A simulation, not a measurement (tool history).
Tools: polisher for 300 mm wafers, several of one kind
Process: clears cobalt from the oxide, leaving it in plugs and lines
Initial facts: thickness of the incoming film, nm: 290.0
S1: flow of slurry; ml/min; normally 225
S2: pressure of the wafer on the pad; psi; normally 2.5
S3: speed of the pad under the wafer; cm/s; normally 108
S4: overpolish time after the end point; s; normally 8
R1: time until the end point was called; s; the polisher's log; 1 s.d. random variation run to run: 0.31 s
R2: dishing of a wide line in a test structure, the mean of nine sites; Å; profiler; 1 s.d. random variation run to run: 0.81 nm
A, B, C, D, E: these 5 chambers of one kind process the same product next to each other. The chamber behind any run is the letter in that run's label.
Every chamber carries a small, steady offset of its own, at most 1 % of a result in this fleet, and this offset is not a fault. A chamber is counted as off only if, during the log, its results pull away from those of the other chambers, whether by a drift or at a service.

| run | hour | S1 | S2 | S3 | S4 | R1 | R2 |
|---|---|---|---|---|---|---|---|
|  | 6.7 | chamber C: worn pad replaced by a new one |
| 1D | 10.5 | 225 | 2.5 | 108 | 8 | 37.731 | 356.33 |
|  | 14.9 | chamber A: slurry nozzle cleaned |
| 2C | 24.6 | 225 | 2.5 | 108 | 8 | 37.314 | 365.46 |
|  | 34.5 | chamber A: worn pad replaced by a new one |
| 3E | 38.4 | 225 | 2.5 | 108 | 8 | 37.445 | 334.75 |
|  | 42.9 | chamber D: worn pad replaced by a new one |
|  | 48.3 | chamber B: worn pad replaced by a new one |
| 4A | 48.6 | 225 | 2.5 | 108 | 8 | 37.712 | 340.35 |
|  | 49.1 | chamber E: worn pad replaced by a new one |
| 5B | 56.2 | 225 | 2.5 | 108 | 8 | 37.2 | 354.27 |
| 6D | 65.1 | 225 | 2.5 | 108 | 8 | 36.895 | 337.42 |
| 7B | 74.5 | 225 | 2.5 | 108 | 8 | 37.549 | 355.21 |
|  | 80.6 | chamber C: worn pad replaced by a new one |
| 8E | 86.2 | 225 | 2.5 | 108 | 8 | 37.112 | 355.62 |
| 9A | 99 | 225 | 2.5 | 108 | 8 | 38.121 | 344.74 |
|  | 101.4 | chamber A: head pressure recalibrated |
| 10C | 109.1 | 225 | 2.5 | 108 | 8 | 37.584 | 352.83 |
|  | 114.8 | chamber D: worn pad replaced by a new one |
| 11C | 115.9 | 225 | 2.5 | 108 | 8 | 37.27 | 352.73 |
|  | 121.2 | chamber B: worn pad replaced by a new one |
| 12A | 122.9 | 225 | 2.5 | 108 | 8 | 37.224 | 347.05 |
|  | 132 | chamber E: worn pad replaced by a new one |
| 13D | 133.4 | 225 | 2.5 | 108 | 8 | 37.224 | 356.36 |
|  | 145.6 | chamber A: worn pad replaced by a new one |
| 14E | 146.1 | 225 | 2.5 | 108 | 8 | 37.096 | 334.98 |
| 15B | 153.9 | 195 | 2.5 | 108 | 3 | 38.069 | 177.67 |
|  | 156.7 | chamber C: worn pad replaced by a new one |
|  | 160.5 | chamber D: head pressure recalibrated |
| 16A | 169.3 | 195 | 2.5 | 108 | 3 | 38.162 | 186.92 |
| 17E | 177.3 | 195 | 2.5 | 108 | 3 | 38.338 | 168.24 |
|  | 178.8 | chamber B: head pressure recalibrated |
| 18D | 191.8 | 195 | 2.5 | 108 | 3 | 37.565 | 183.74 |
|  | 201.8 | chamber D: worn pad replaced by a new one |
| 19C | 203.8 | 195 | 2.5 | 108 | 3 | 38.49 | 183.76 |
|  | 213.1 | chamber B: worn pad replaced by a new one |
| 20B | 215.7 | 225 | 2.5 | 108 | 8 | 36.964 | 344.98 |
| 21B | 228.2 | 225 | 2.5 | 140 | 8 | 28.741 | 399.68 |
|  | 231.4 | chamber E: head pressure recalibrated |
|  | 234.9 | chamber C: worn pad replaced by a new one |
|  | 238.5 | chamber E: worn pad replaced by a new one |
| 22E | 241.1 | 225 | 2.5 | 140 | 8 | 28.972 | 385.98 |
|  | 244.6 | chamber E: slurry nozzle cleaned |
|  | 253.7 | chamber A: worn pad replaced by a new one |
|  | 254.3 | chamber C: slurry nozzle cleaned |
| 23D | 254.9 | 225 | 2.5 | 140 | 8 | 28.823 | 377.11 |
| 24C | 269.9 | 225 | 2.5 | 140 | 8 | 29.138 | 382.89 |
| 25A | 277.7 | 225 | 2.5 | 140 | 8 | 29.531 | 369.47 |
|  | 282.4 | chamber D: worn pad replaced by a new one |
| 26A | 289.4 | 225 | 2.5 | 108 | 8 | 37.144 | 349.38 |
|  | 297.1 | chamber B: worn pad replaced by a new one |
| 27B | 298.4 | 225 | 2.5 | 108 | 8 | 37.133 | 347.38 |
|  | 301.4 | chamber B: slurry nozzle cleaned |
| 28C | 306.9 | 225 | 2.5 | 108 | 8 | 37.194 | 349.68 |
|  | 314.9 | chamber C: worn pad replaced by a new one |
| 29E | 321.6 | 225 | 2.5 | 108 | 8 | 37.809 | 352.79 |
| 30D | 334.4 | 225 | 2.5 | 108 | 8 | 36.862 | 354.29 |
| 31A | 341.2 | 225 | 2.5 | 108 | 8 | 37.056 | 337.77 |
| 32D | 354.6 | 225 | 2.5 | 108 | 8 | 37.142 | 348.97 |
| 33B | 369.5 | 225 | 3.4 | 108 | 10 | 27.726 | 418.09 |
| 34C | 381.9 | 225 | 3.4 | 108 | 10 | 27.688 | 413.24 |

Decide between three cases: one chamber stands off from its peers, the gauge reading all wafers drifts, or nothing is wrong past each chamber's small offset. Where a chamber is off, say which and what most likely put it there.

The fleet is healthy, with each chamber sitting at its usual small offset and no drift in the gauge.

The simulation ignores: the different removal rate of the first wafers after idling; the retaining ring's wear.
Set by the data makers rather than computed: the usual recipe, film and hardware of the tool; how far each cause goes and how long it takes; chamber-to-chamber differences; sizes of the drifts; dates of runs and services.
